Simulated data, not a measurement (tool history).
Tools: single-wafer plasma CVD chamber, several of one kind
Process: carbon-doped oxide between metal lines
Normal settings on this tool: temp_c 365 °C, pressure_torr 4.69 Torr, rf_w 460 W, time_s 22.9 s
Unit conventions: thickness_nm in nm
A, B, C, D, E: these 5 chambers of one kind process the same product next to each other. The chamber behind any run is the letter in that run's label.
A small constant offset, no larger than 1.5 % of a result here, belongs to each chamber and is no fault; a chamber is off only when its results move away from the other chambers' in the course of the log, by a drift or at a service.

| run | hour | temp_c | pressure_torr | rf_w | time_s | hours since the last thermocouple change | hours since the last RF generator calibration | hours since the last manometer calibration | read-back reference wafer on the same gauge, thickness_nm | thickness_nm |
|---|---|---|---|---|---|---|---|---|---|---|
| 1A | 6.0 | 365 | 4.69 | 460 | 22.9 | 29.3 | 207.6 | 116.5 | 101.99 | 106.930 |
|  | 7.4 | chamber E: thermocouple changed; heater temperature recalibrated |
| 2D | 14.9 | 365 | 4.69 | 460 | 22.9 | 2521.3 | 719.2 | 76.0 | 101.96 | 106.380 |
| 3C | 21.5 | 365 | 4.69 | 460 | 22.9 | 2013.7 | 598.2 | 79.5 | 101.95 | 104.820 |
| 4B | 30.4 | 365 | 4.69 | 460 | 22.9 | 2173.3 | 872.7 | 1452.8 | 101.92 | 105.960 |
| 5E | 38.3 | 365 | 4.69 | 460 | 22.9 | 31.0 | 886.4 | 1063.3 | 101.92 | 107.390 |
| 6D | 45.8 | 365 | 4.69 | 460 | 22.9 | 2552.2 | 750.1 | 106.9 | 101.92 | 106.140 |
| 7E | 54.6 | 378 | 3.79 | 460 | 22.9 | 47.3 | 902.7 | 1079.6 | 101.90 | 101.530 |
| 8C | 63.1 | 378 | 3.79 | 460 | 22.9 | 2055.3 | 639.8 | 121.1 | 101.89 | 99.150 |
| 9B | 71.3 | 378 | 3.79 | 460 | 22.9 | 2214.2 | 913.6 | 1493.7 | 101.86 | 100.230 |
| 10A | 76.8 | 378 | 3.79 | 460 | 22.9 | 100.1 | 278.4 | 187.3 | 101.86 | 100.380 |
|  | 77.1 | chamber E: capacitance manometer re-zeroed and calibrated |
| 11E | 81.7 | 378 | 3.79 | 460 | 22.9 | 74.4 | 929.8 | 4.7 | 101.87 | 101.470 |
| 12A | 85.7 | 365 | 4.69 | 460 | 22.9 | 109.0 | 287.3 | 196.2 | 101.87 | 106.360 |
| 13C | 92.2 | 371 | 4.69 | 460 | 22.9 | 2084.4 | 668.9 | 150.2 | 101.81 | 103.180 |
| 14D | 100.5 | 371 | 4.69 | 460 | 22.9 | 2606.9 | 804.8 | 161.6 | 101.79 | 104.860 |
| 15B | 109.3 | 371 | 4.69 | 460 | 22.9 | 2252.2 | 951.6 | 1531.7 | 101.76 | 104.670 |
| 16B | 114.2 | 371 | 4.69 | 460 | 22.9 | 2257.1 | 956.5 | 1536.6 | 101.76 | 104.420 |
| 17C | 121.5 | 371 | 4.69 | 460 | 22.9 | 2113.7 | 698.2 | 179.5 | 101.77 | 103.320 |
| 18E | 129.3 | 365 | 4.69 | 460 | 22.9 | 122.0 | 977.4 | 52.3 | 101.74 | 107.750 |
| 19A | 136.0 | 365 | 4.69 | 460 | 22.9 | 159.3 | 337.6 | 246.5 | 101.75 | 106.310 |
| 20D | 141.2 | 365 | 4.69 | 460 | 22.9 | 2647.6 | 845.5 | 202.3 | 101.71 | 105.940 |
| 21C | 146.8 | 365 | 4.69 | 460 | 22.9 | 2139.0 | 723.5 | 204.8 | 101.70 | 104.290 |
| 22E | 155.7 | 365 | 4.69 | 460 | 22.9 | 148.4 | 1003.8 | 78.7 | 101.69 | 107.250 |
| 23A | 162.3 | 365 | 4.69 | 460 | 22.9 | 185.6 | 363.9 | 272.8 | 101.71 | 106.220 |
| 24D | 167.4 | 365 | 4.69 | 460 | 22.9 | 2673.8 | 871.7 | 228.5 | 101.66 | 106.330 |
| 25B | 176.1 | 365 | 4.69 | 460 | 22.9 | 2319.0 | 1018.4 | 1598.5 | 101.66 | 105.700 |
| 26B | 184.4 | 376 | 4.69 | 460 | 25.4 | 2327.3 | 1026.7 | 1606.8 | 101.67 | 114.170 |
| 27D | 191.7 | 376 | 4.69 | 460 | 25.4 | 2698.1 | 896.0 | 252.8 | 101.66 | 114.530 |
| 28C | 199.6 | 376 | 4.69 | 460 | 25.4 | 2191.8 | 776.3 | 257.6 | 101.63 | 112.970 |
| 29A | 204.2 | 376 | 4.69 | 460 | 25.4 | 227.5 | 405.8 | 314.7 | 101.58 | 114.820 |
|  | 205.3 | chamber D: thermocouple changed; heater temperature recalibrated |
| 30E | 210.8 | 376 | 4.69 | 460 | 25.4 | 203.5 | 1058.9 | 133.8 | 101.59 | 115.840 |
|  | 213.4 | chamber B: capacitance manometer re-zeroed and calibrated |
| 31D | 215.4 | 370 | 4.69 | 380 | 22.9 | 10.1 | 919.7 | 276.5 | 101.60 | 90.682 |
| 32A | 220.7 | 370 | 4.69 | 380 | 22.9 | 244.0 | 422.3 | 331.2 | 101.58 | 90.965 |
| 33B | 229.8 | 370 | 4.69 | 380 | 22.9 | 2372.7 | 1072.1 | 16.4 | 101.54 | 90.976 |
| 34C | 236.1 | 370 | 4.69 | 380 | 22.9 | 2228.3 | 812.8 | 294.1 | 101.54 | 89.686 |
| 35E | 243.2 | 370 | 4.69 | 380 | 22.9 | 235.9 | 1091.3 | 166.2 | 101.54 | 92.139 |
| 36A | 251.5 | 365 | 4.69 | 460 | 22.9 | 274.8 | 453.1 | 362.0 | 101.51 | 105.940 |
| 37B | 256.8 | 365 | 4.69 | 460 | 22.9 | 2399.7 | 1099.1 | 43.4 | 101.49 | 105.350 |
| 38E | 262.8 | 365 | 4.69 | 460 | 22.9 | 255.5 | 1110.9 | 185.8 | 101.52 | 107.340 |

Does one chamber stand apart from the rest, does the shared gauge drift, or is all well apart from small per-chamber offsets? Give the chamber and the most likely cause, where there is one.

None of the chambers is off. What moves is the gauge, dragging all their readings along together.
Cause: gauge reads low (%) = 0.514.
